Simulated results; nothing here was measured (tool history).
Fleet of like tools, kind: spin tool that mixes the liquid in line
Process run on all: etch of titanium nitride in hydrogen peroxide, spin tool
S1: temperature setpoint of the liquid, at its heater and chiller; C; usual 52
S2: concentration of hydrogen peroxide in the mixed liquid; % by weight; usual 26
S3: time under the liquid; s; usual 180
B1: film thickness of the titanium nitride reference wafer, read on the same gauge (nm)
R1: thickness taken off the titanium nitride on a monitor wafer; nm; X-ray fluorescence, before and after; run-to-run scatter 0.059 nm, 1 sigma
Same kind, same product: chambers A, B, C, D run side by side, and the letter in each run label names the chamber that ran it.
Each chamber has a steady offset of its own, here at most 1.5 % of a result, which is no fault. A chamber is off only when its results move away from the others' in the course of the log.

Run 1A, hour 9.5: usual settings; B1 40.000. Result: R1 7.9522 nm.
Run 2D, hour 16.4: usual settings; B1 39.978. Result: R1 8.1053 nm.
Run 3B, hour 24.4: usual settings; B1 39.956. Result: R1 7.9483 nm.
Run 4C, hour 31.7: usual settings; B1 40.017. Result: R1 7.9540 nm.
Run 5C, hour 41.3: usual settings; B1 40.001. Result: R1 7.8302 nm.
Run 6A, hour 48.2: usual settings; B1 40.012. Result: R1 8.1301 nm.
Run 7D, hour 52.6: usual settings; B1 39.997. Result: R1 7.8670 nm.
At hour 58.4: chamber C: new drum of peroxide connected.
Run 8B, hour 59.4: usual settings; B1 40.010. Result: R1 7.9795 nm.
Run 9B, hour 69.2: usual settings; B1 39.998. Result: R1 7.9457 nm.
Run 10C, hour 78.4: usual settings; B1 40.001. Result: R1 8.0366 nm.
Run 11A, hour 87.9: usual settings; B1 40.019. Result: R1 8.1174 nm.
Run 12D, hour 93.3: usual settings; B1 40.008. Result: R1 7.9369 nm.
Run 13B, hour 101.3: usual settings; B1 40.037. Result: R1 7.9152 nm.
Run 14A, hour 106.3: usual settings; B1 39.987. Result: R1 7.9422 nm.
Run 15D, hour 116.1: usual settings; B1 40.014. Result: R1 7.8286 nm.
Run 16C, hour 120.6: usual settings; B1 40.030. Result: R1 8.0371 nm.
Run 17A, hour 126.2: usual settings; B1 39.979. Result: R1 8.0167 nm.
Run 18B, hour 133.1: usual settings; B1 39.988. Result: R1 7.8724 nm.
Run 19C, hour 140.0: usual settings; B1 40.005. Result: R1 7.9668 nm.
Run 20D, hour 145.5: usual settings; B1 40.009. Result: R1 7.5718 nm.
Run 21D, hour 151.6: usual settings; B1 40.018. Result: R1 7.7237 nm.
At hour 155.8: chamber D: peroxide flow meter replaced.
Run 22A, hour 161.3: usual settings; B1 40.001. Result: R1 8.1651 nm.
At hour 163.8: chamber C: peroxide flow meter replaced.
Run 23C, hour 170.2: usual settings; B1 39.984. Result: R1 8.1429 nm.
Run 24B, hour 176.6: usual settings but S1 44 C, S3 120 s; B1 40.010. Result: R1 2.9378 nm.
Run 25B, hour 184.6: usual settings but S1 44 C, S3 120 s; B1 40.013. Result: R1 2.9099 nm.
Run 26D, hour 189.1: usual settings but S1 44 C, S3 120 s; B1 39.997. Result: R1 2.7846 nm.
Run 27C, hour 193.9: usual settings but S1 44 C, S3 120 s; B1 39.988. Result: R1 3.0271 nm.
At hour 201.1: chamber D: new drum of peroxide connected.
Run 28A, hour 201.5: usual settings; B1 39.998. Result: R1 7.9850 nm.
Run 29B, hour 210.4: usual settings; B1 40.019. Result: R1 7.9731 nm.
Run 30C, hour 215.7: usual settings; B1 39.982. Result: R1 8.0317 nm.
Run 31A, hour 222.9: usual settings; B1 39.990. Result: R1 8.1204 nm.
Run 32D, hour 227.7: usual settings; B1 39.989. Result: R1 7.4220 nm.
At hour 234.7: chamber B: peroxide flow meter replaced.
Run 33A, hour 236.1: usual settings; B1 40.028. Result: R1 8.0464 nm.
Run 34B, hour 244.4: usual settings; B1 40.006. Result: R1 7.8269 nm.
Run 35C, hour 248.9: usual settings; B1 39.990. Result: R1 8.0583 nm.
Run 36D, hour 255.8: usual settings; B1 40.009. Result: R1 7.3801 nm.
Run 37B, hour 262.8: usual settings; B1 39.997. Result: R1 8.0376 nm.
Run 38C, hour 267.8: usual settings; B1 40.008. Result: R1 8.0425 nm.
Run 39A, hour 275.6: usual settings but S1 56 C, S2 30 % by weight; B1 39.996. Result: R1 11.0010 nm.
Run 40D, hour 280.2: usual settings but S1 56 C, S2 30 % by weight; B1 40.013. Result: R1 10.0520 nm.
Run 41B, hour 290.0: usual settings but S1 56 C, S2 30 % by weight; B1 40.008. Result: R1 10.7600 nm.

Decide between three cases: one chamber stands off from its peers, the gauge reading all wafers drifts, or nothing is wrong past each chamber's small offset. Where a chamber is off, say which and what most likely put it there.

Chamber D drifts away from the others.
Most likely cause: temperature lost on the way to the wafer (K) = 1.29.
With only this log, it may be confused with: liquid colder than its thermometer reads (K).

Chamber D could run next with any of the 4 candidate recipes listed below; each alters the usual settings, and their results appear as question marks. Which one brings its results back in line with what the other chambers deliver on the usual settings?
A result is in line if it is within this distance of the other chambers' mean on the usual settings: R1 0.2100 nm
Run 42D-1, hour 297.3: usual settings but S3 165 s. Result: R1 ?.
Run 42D-2, hour 297.3: usual settings but S1 53 C, S3 185 s. Result: R1 ?.
Run 42D-3, hour 297.3: usual settings but S3 190 s. Result: R1 ?.
Run 42D-4, hour 297.3: usual settings but S2 20.5 % by weight. Result: R1 ?.

Mean of the other chambers on the usual settings: R1 7.9961 nm
  run      R1
42D-1  6.6583
42D-2  8.0318
42D-3  7.6672
42D-4  6.8994
Change 42D-2 lands the chamber within the allowed miss of the other chambers.
